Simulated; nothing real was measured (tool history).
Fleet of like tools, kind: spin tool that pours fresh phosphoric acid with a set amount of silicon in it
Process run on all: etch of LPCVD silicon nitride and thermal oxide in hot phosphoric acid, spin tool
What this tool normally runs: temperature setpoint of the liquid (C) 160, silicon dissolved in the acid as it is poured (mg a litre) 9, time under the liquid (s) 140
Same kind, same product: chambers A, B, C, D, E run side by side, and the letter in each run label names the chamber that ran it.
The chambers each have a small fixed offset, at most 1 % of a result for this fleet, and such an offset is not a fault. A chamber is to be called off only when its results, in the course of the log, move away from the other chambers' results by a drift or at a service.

run	hour	temperature setpoint of the liquid (C)	silicon dissolved in the acid as it is poured (mg a litre)	time under the liquid (s)	hours since the thermometer was replaced	hours since the dissolved silicon flow meter was replaced	hours since the heated supply line was repaired	read-back film thickness of the LPCVD silicon nitride reference wafer, read on the same gauge (nm)	read-back film thickness of the thermal oxide reference wafer, read on the same gauge (nm)	thickness taken off the LPCVD silicon nitride on a monitor wafer (Å)	thickness taken off the thermal oxide on a monitor wafer (Å)
# hour 5.9: chamber D: dissolved silicon flow meter replaced
# hour 6.1: chamber A: dissolved silicon flow meter replaced
1C	7.6	160	9	140	748	392.3	935	29.996	70.017	133.52	3.0541
2A	13.8	160	9	140	28.3	7.8	2607.6	30.03	70.006	134.3	3.4073
3E	22.3	160	9	140	867.1	683.4	2758.4	29.96	69.992	134.08	3.1611
4B	28.4	160	9	140	172.7	1764.9	690.6	29.986	69.956	132.8	2.7302
5D	36.1	160	9	140	206.9	30.3	3017.9	30.008	70.043	132.74	2.9599
6C	41.7	160	9	140	782.1	426.4	969.1	29.971	69.988	134.4	3.5013
7B	50.3	160	9	140	194.6	1786.8	712.5	30.001	70.001	133.94	2.9131
8E	55.6	160	9	140	900.4	716.7	2791.7	30.027	70.044	132.9	2.8214
9D	62.8	160	9	140	233.6	57	3044.6	30.01	69.987	133.69	3.1202
10A	72.5	160	9	140	87	66.5	2666.3	30.002	69.957	134.02	3.1685
11D	80	160	9	140	250.8	74.2	3061.8	30.025	69.99	133.44	3.0898
12C	88	158	9	205	828.4	472.7	1015.4	30.006	69.992	183.93	3.9799
13B	93.3	158	9	205	237.6	1829.8	755.5	29.991	69.968	182.33	4.0803
14E	101.7	158	9	205	946.5	762.8	2837.8	30.027	70.005	182.71	3.4207
15A	109	158	9	205	123.5	103	2702.8	30.007	70.021	183.75	4.4604
16C	118.6	158	9	205	859	503.3	1046	30.009	70.011	183.73	3.8513
17B	126	160	9	140	270.3	1862.5	788.2	30.032	69.961	133.04	2.9983
18E	133.8	160	9	140	978.6	794.9	2869.9	30.012	69.982	134.2	2.7398
19A	139.7	161	9	140	154.2	133.7	2733.5	29.986	70.038	139.06	3.2342
20D	144.3	161	9	140	315.1	138.5	3126.1	29.994	69.999	137.86	3.6131
21C	149.2	161	9	140	889.6	533.9	1076.6	30.003	69.982	138.06	3.5701
22E	153.8	161	9	140	998.6	814.9	2889.9	29.984	69.981	138.27	4.1552
23A	158.8	161	9	140	173.3	152.8	2752.6	30.016	69.996	138.9	3.4086
24D	163.9	160	11.5	140	334.7	158.1	3145.7	30.01	69.987	133.75	3.1925
25B	170.9	160	11.5	140	315.2	1907.4	833.1	30.008	69.983	132.17	2.831
26B	177.5	160	11.5	140	321.8	1914	839.7	30.022	69.95	132.51	3.213
27A	183.2	160	11.5	140	197.7	177.2	2777	29.983	69.972	133.84	3.2318
28D	188.3	160	11.5	140	359.1	182.5	3170.1	30.021	70.02	133.51	2.9971
29C	194	160	9	140	934.4	578.7	1121.4	30.015	70.01	134.07	3.1385
30E	203.5	160	9	140	1048.3	864.6	2939.6	29.975	69.998	134.49	3.348
31D	212	160	9	140	382.8	206.2	3193.8	29.977	69.942	133.5	3.0987
32A	221.3	160	9	140	235.8	215.3	2815.1	29.985	70.013	134.86	3.2574
33B	228.2	160	9	140	372.5	1964.7	890.4	30.002	69.981	133.2	3.8674
34E	236.4	160	9	140	1081.2	897.5	2972.5	29.99	69.97	133.61	3.28
35C	245	160	9	140	985.4	629.7	1172.4	30.021	69.994	134.7	3.5063
36A	250.5	160	9	140	265	244.5	2844.3	29.99	69.961	134.54	3.0699
37D	259.4	160	9	140	430.2	253.6	3241.2	30.019	70.009	133.05	3.319
38C	269	160	9	140	1009.4	653.7	1196.4	30.025	69.981	134.38	2.9869
39E	275.4	160	3	140	1120.2	936.5	3011.5	30.02	70.028	134.64	3.9117
40B	281.4	160	3	140	425.7	2017.9	943.6	29.987	69.986	132.41	3.579
41E	290.1	160	3	140	1134.9	951.2	3026.2	29.986	69.986	134.6	4.016

The same settings go to every chamber for the next run, one line per chamber below. Forecast the results for each:
42A	297.4	160	9	140						?	?
42B	297.4	160	9	140						?	?
42C	297.4	160	9	140						?	?
42D	297.4	160	9	140						?	?
42E	297.4	160	9	140						?	?

run	thickness taken off the LPCVD silicon nitride on a monitor wafer (Å)	thickness taken off the thermal oxide on a monitor wafer (Å)
42A	134.75	3.1999
42B	132.85	3.1347
42C	133.71	3.1264
42D	133.13	2.8814
42E	133.96	3.1408
